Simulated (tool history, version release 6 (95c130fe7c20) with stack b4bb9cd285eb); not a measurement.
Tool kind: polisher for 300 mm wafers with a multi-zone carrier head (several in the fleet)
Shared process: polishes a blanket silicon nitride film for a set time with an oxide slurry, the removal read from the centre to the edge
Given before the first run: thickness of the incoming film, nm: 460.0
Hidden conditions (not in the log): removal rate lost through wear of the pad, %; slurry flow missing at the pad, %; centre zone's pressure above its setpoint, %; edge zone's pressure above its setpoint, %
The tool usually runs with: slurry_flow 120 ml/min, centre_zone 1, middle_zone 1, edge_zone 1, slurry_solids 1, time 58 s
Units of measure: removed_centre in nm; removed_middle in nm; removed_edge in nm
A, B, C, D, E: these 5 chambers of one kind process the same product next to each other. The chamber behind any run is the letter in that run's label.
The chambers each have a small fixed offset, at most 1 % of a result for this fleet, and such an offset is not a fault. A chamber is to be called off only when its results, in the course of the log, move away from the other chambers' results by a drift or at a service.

run	day	slurry_flow	centre_zone	middle_zone	edge_zone	slurry_solids	time	wafers polished on this pad	hours since the slurry nozzle was cleaned	hours since the centre zone pressure was calibrated	hours since the edge zone pressure was calibrated	removed_centre	removed_middle	removed_edge
1E	0.117	120	1	1	1	1	58	708	190.5	437.8	590.4	28.883	29.553	29.627
2C	0.296	120	1	1	1	1	58	275	742.2	972.2	755.4	29.049	29.107	29.251
3A	0.492	120	1	1	1	1	58	318	456.9	341.8	384.9	29.914	29.252	29.409
4B	0.688	120	1	1	1	1	58	214	324.2	154.7	911	30.238	29.239	29.824
5D	0.804	120	1	1	1	1	58	1128	130.2	243.6	292.5	29.67	29.435	29.137
6C	0.908	120	1	1	1	1	58	454	756.9	986.9	770.1	29.46	29.294	29.057
# day 1.033: chamber D: worn pad replaced by a new one
7D	1.071	120	1	1	1	1	58	11	136.6	250	298.9	29.602	29.521	29.496
8B	1.158	120	1	1	1	1	58	352	335.5	166	922.3	29.24	29.329	29.456
9E	1.254	120	1	1	1	1	58	1040	217.8	465.1	617.7	29.001	29.334	29.613
# day 1.421: chamber E: worn pad replaced by a new one
10A	1.429	120	1	1	1	1	58	592	479.4	364.3	407.4	29.985	29.604	29.444
11C	1.521	120	1	1	1	1	58	633	771.6	1001.6	784.8	29.365	29.373	29.613
# day 1.562: chamber C: worn pad replaced by a new one
12A	1.65	120	1	1	1	1	58	656	484.7	369.6	412.7	30.046	29.699	29.355
13D	1.833	120	1	1	1	1	58	234	154.9	268.3	317.2	29.93	29.396	29.211
# day 1.842: chamber C: slurry nozzle cleaned
14E	1.962	120	1	1	1	1	58	159	234.8	482.1	634.7	28.886	29.67	30.083
15B	2.058	120	1	1	1	1	58	615	357.1	187.6	943.9	29.725	29.551	29.95
16C	2.154	120	1	1	1	1	58	173	7.6	1016.8	800	30.051	29.269	28.884
17A	2.304	120	1	1	1	1	58	847	500.4	385.3	428.4	29.368	29.607	29.447
18B	2.429	120	1	1	1	1	58	723	366	196.5	952.8	29.41	29.66	29.685
19E	2.546	120	1	1	1	1	58	329	248.8	496.1	648.7	29.242	29.91	29.335
# day 2.596: chamber C: edge zone pressure recalibrated
20D	2.704	120	1	1	1	1	58	488	175.8	289.2	338.1	29.88	29.858	29.069
21C	2.808	120	1	1	1	0.85	58	365	23.3	1032.5	5.2	27.511	27.16	27.561
22B	2.971	120	1	1	1	0.85	58	881	379	209.5	965.8	26.593	27.195	27.542
23D	3.121	120	1	1	1	0.85	58	610	185.8	299.2	348.1	27.414	27.427	27.271
24E	3.283	120	1	1	1	0.85	58	545	266.5	513.8	666.4	26.492	27.112	27.441
25A	3.45	120	1	1	1	0.85	58	1182	527.9	412.8	455.9	27.275	27.034	27.428
26C	3.567	120	1	1	1	1	58	586	41.5	1050.7	23.4	29.903	29.256	29.358
27A	3.662	120	1	1	1	1	58	1244	533	417.9	461	29.816	29.333	29.557
28B	3.842	120	1	1	1	1	58	1135	399.9	230.4	986.7	29.227	28.873	29.599
29D	3.95	120	1	1	1	1	58	852	205.7	319.1	368	29.575	29.593	29.562
# day 3.975: chamber E: slurry nozzle cleaned
30E	4.138	120	1	1	1	1	58	794	3.9	534.3	686.9	29.358	29.3	29.428
# day 4.162: chamber C: worn pad replaced by a new one
31C	4.288	120	1	1	1	1	58	37	58.8	1068	40.7	29.162	29.804	29.322
32E	4.379	120	1	1	1	1	58	865	9.7	540.1	692.7	29.264	29.91	29.41

Predict what each chamber gives when all 5 of them run the settings below next.
33A	4.525	120	1	1.06	1	1	58					?	?	?
33B	4.525	120	1	1.06	1	1	58					?	?	?
33C	4.525	120	1	1.06	1	1	58					?	?	?
33D	4.525	120	1	1.06	1	1	58					?	?	?
33E	4.525	120	1	1.06	1	1	58					?	?	?

run	removed_centre	removed_middle	removed_edge
33A	29.691	31.444	29.71
33B	29.51	30.922	29.937
33C	28.563	31.029	29.113
33D	30.026	31.563	29.661
33E	28.803	31.294	29.496
